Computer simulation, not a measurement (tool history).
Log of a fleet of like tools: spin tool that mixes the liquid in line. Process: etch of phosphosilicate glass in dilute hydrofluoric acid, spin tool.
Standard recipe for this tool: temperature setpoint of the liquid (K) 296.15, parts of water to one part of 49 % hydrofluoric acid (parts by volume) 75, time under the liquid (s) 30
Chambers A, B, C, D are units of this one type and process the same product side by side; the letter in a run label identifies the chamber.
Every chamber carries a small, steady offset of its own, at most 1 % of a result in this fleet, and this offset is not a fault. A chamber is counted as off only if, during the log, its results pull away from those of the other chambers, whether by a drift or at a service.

run	day	temperature setpoint of the liquid (K)	parts of water to one part of 49 % hydrofluoric acid (parts by volume)	time under the liquid (s)	read-back film thickness of the phosphosilicate glass reference wafer, read on the same gauge (nm)	thickness taken off the phosphosilicate glass on a monitor wafer (Å)
1B	0.417	296.15	75	30	30.013	318.23
2A	0.792	296.15	75	30	30	317.98
3C	1.162	296.15	75	30	29.981	317.44
4D	1.633	296.15	75	30	30.003	322.96
5A	2.175	298.65	50	30	29.982	550.79
6D	2.533	298.65	50	30	30.001	547.73
7C	2.942	298.65	50	30	29.988	541.73
# day 3.096: chamber B: thermometer replaced
8B	3.217	298.65	50	30	30	550.56
# day 3.292: chamber D: thermometer replaced
9B	3.808	296.15	75	30	29.994	321.35
# day 4.117: chamber A: thermometer replaced
10C	4.246	296.15	75	30	29.998	316.34
11D	4.792	296.15	75	30	30.002	316.66
# day 4.842: chamber A: hydrofluoric acid flow meter replaced
12A	5.212	296.15	75	30	29.99	320.17
13D	5.779	296.15	75	30	30.019	321.62
14B	6.121	296.15	75	30	30.001	318.1
15C	6.612	296.15	75	30	30.005	316.34
16A	7.175	296.15	75	30	29.975	319.09
17A	7.604	296.15	75	15	30.006	160.89
18B	8.021	296.15	75	15	30.023	160.39
19C	8.412	296.15	75	15	29.984	155.84
20D	8.888	296.15	75	15	29.986	159.9
21A	9.321	296.15	75	30	29.989	319.61
22C	9.642	296.15	75	30	29.996	312.84
23D	10.1	296.15	50	35	30.015	579.1
24B	10.521	296.15	50	35	30.006	580.11
25A	10.779	296.15	50	35	30.01	576.29
26C	11.154	296.15	50	35	29.99	564.93
# day 11.571: chamber C: thermometer replaced
27B	11.579	296.15	75	30	29.994	319.41
28D	11.879	296.15	45	15	29.985	280.35
29A	12.225	296.15	45	15	29.986	280.76
30B	12.562	296.15	45	15	30.009	277.6
31C	13.079	296.15	45	15	30.007	267.16
32D	13.679	296.15	75	30	30.007	317.91
33B	14.038	296.15	75	30	29.986	320.38
34C	14.617	296.15	75	30	29.991	308.08
35A	15	296.15	75	30	30.011	320.02
36D	15.429	296.15	75	30	30.006	319.88

All chambers now run identical settings, listed one chamber a line with results as question marks. What results will each chamber show?
37A	15.858	299.65	75	30		?
37B	15.858	299.65	75	30		?
37C	15.858	299.65	75	30		?
37D	15.858	299.65	75	30		?

run	thickness taken off the phosphosilicate glass on a monitor wafer (Å)
37A	369.3
37B	366.64
37C	352.75
37D	367.78
